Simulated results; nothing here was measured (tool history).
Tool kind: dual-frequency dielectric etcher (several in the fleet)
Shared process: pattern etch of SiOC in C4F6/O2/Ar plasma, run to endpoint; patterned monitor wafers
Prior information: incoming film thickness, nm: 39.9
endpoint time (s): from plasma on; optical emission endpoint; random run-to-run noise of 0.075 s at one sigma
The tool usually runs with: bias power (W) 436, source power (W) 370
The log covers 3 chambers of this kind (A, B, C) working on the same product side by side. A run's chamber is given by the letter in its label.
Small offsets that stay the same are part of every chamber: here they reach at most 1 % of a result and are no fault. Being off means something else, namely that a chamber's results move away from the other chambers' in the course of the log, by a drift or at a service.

| run | day | bias power (W) | source power (W) | hours since the last wet clean | hours since the last bias power generator calibration | hours since the last source power generator calibration | endpoint time (s) |
|---|---|---|---|---|---|---|---|
| 1A | 0.467 | 436 | 370 | 377.1 | 199.5 | 961.2 | 14.718 |
| 2B | 0.992 | 436 | 370 | 426.1 | 1525.1 | 564.6 | 14.719 |
| 3C | 1.500 | 436 | 370 | 499.7 | 3456.3 | 276.0 | 14.612 |
| 4A | 1.900 | 436 | 370 | 411.5 | 233.9 | 995.6 | 14.643 |
| 5C | 2.300 | 436 | 370 | 518.9 | 3475.5 | 295.2 | 14.655 |
|  | 2.408 | chamber A: wet clean of the chamber |
| 6B | 2.717 | 347 | 300 | 467.5 | 1566.5 | 606.0 | 17.332 |
| 7C | 3.212 | 347 | 300 | 540.8 | 3497.4 | 317.1 | 17.105 |
| 8A | 3.462 | 347 | 300 | 25.4 | 271.4 | 1033.1 | 17.253 |
| 9B | 3.871 | 436 | 370 | 495.2 | 1594.2 | 633.7 | 14.619 |
| 10A | 4.204 | 358 | 420 | 43.2 | 289.2 | 1050.9 | 15.028 |
| 11B | 4.638 | 358 | 420 | 513.6 | 1612.6 | 652.1 | 14.964 |
| 12C | 4.929 | 358 | 420 | 582.0 | 3538.6 | 358.3 | 14.734 |
| 13C | 5.446 | 436 | 370 | 594.4 | 3551.0 | 370.7 | 14.472 |
|  | 5.533 | chamber B: wet clean of the chamber |
| 14A | 5.775 | 436 | 370 | 80.9 | 326.9 | 1088.6 | 14.482 |
| 15B | 6.071 | 436 | 370 | 12.9 | 1647.0 | 686.5 | 14.651 |
| 16C | 6.504 | 436 | 370 | 619.8 | 3576.4 | 396.1 | 14.568 |
| 17A | 7.067 | 436 | 370 | 111.9 | 357.9 | 1119.6 | 14.824 |
| 18B | 7.533 | 436 | 370 | 48.0 | 1682.1 | 721.6 | 14.547 |
| 19B | 7.833 | 471 | 370 | 55.2 | 1689.3 | 728.8 | 14.112 |
| 20C | 8.300 | 471 | 370 | 662.9 | 3619.5 | 439.2 | 14.242 |
|  | 8.425 | chamber C: wet clean of the chamber |
| 21A | 8.733 | 471 | 370 | 151.9 | 397.9 | 1159.6 | 14.321 |
| 22B | 9.167 | 436 | 370 | 87.2 | 1721.3 | 760.8 | 14.473 |
| 23C | 9.538 | 436 | 370 | 26.7 | 3649.2 | 468.9 | 15.312 |
| 24A | 9.846 | 436 | 370 | 178.6 | 424.6 | 1186.3 | 14.570 |
| 25B | 10.183 | 436 | 370 | 111.6 | 1745.7 | 785.2 | 14.682 |
| 26A | 10.550 | 436 | 370 | 195.5 | 441.5 | 1203.2 | 14.692 |
| 27C | 11.008 | 436 | 370 | 62.0 | 3684.5 | 504.2 | 15.327 |
| 28A | 11.500 | 436 | 370 | 218.3 | 464.3 | 1226.0 | 14.697 |
| 29C | 11.958 | 436 | 370 | 84.8 | 3707.3 | 527.0 | 15.297 |
| 30B | 12.475 | 436 | 420 | 166.6 | 1800.7 | 840.2 | 13.947 |
| 31B | 12.775 | 436 | 420 | 173.8 | 1807.9 | 847.4 | 13.940 |
| 32C | 13.054 | 436 | 420 | 111.1 | 3733.6 | 553.3 | 14.703 |
| 33A | 13.538 | 436 | 370 | 267.2 | 513.2 | 1274.9 | 14.633 |
| 34B | 13.792 | 436 | 370 | 198.2 | 1832.3 | 871.8 | 14.702 |
| 35C | 14.221 | 436 | 370 | 139.1 | 3761.6 | 581.3 | 15.293 |
| 36A | 14.704 | 436 | 370 | 295.2 | 541.2 | 1302.9 | 14.683 |
| 37B | 15.062 | 436 | 370 | 228.7 | 1862.8 | 902.3 | 14.709 |

Does one chamber stand apart from the rest, does the shared gauge drift, or is all well apart from small per-chamber offsets? Give the chamber and the most likely cause, where there is one.

The work done on chamber C during a service left it standing apart from the others.
Likeliest cause: etch rate under this chamber's usual, % = 4.97.

Here are 4 candidates for chamber C's next run, each the usual settings with a change, their results left as question marks. Which one brings its results back in line with what the others give on the usual settings?
Counts as in line when no further than this from what the other chambers average on the usual settings: endpoint time (s) 0.270
| 38C-1 | 15.475 | 436 | 320 |  |  |  | ? |
| 38C-2 | 15.475 | 492 | 370 |  |  |  | ? |
| 38C-3 | 15.475 | 497 | 420 |  |  |  | ? |
| 38C-4 | 15.475 | 331 | 370 |  |  |  | ? |

On the usual settings, the other chambers give on average: endpoint time (s) 14.654
| run | endpoint time (s) |
|---|---|
| 38C-1 | 16.237 |
| 38C-2 | 14.720 |
| 38C-3 | 13.993 |
| 38C-4 | 16.962 |
38C-2 brings the chamber back in line.

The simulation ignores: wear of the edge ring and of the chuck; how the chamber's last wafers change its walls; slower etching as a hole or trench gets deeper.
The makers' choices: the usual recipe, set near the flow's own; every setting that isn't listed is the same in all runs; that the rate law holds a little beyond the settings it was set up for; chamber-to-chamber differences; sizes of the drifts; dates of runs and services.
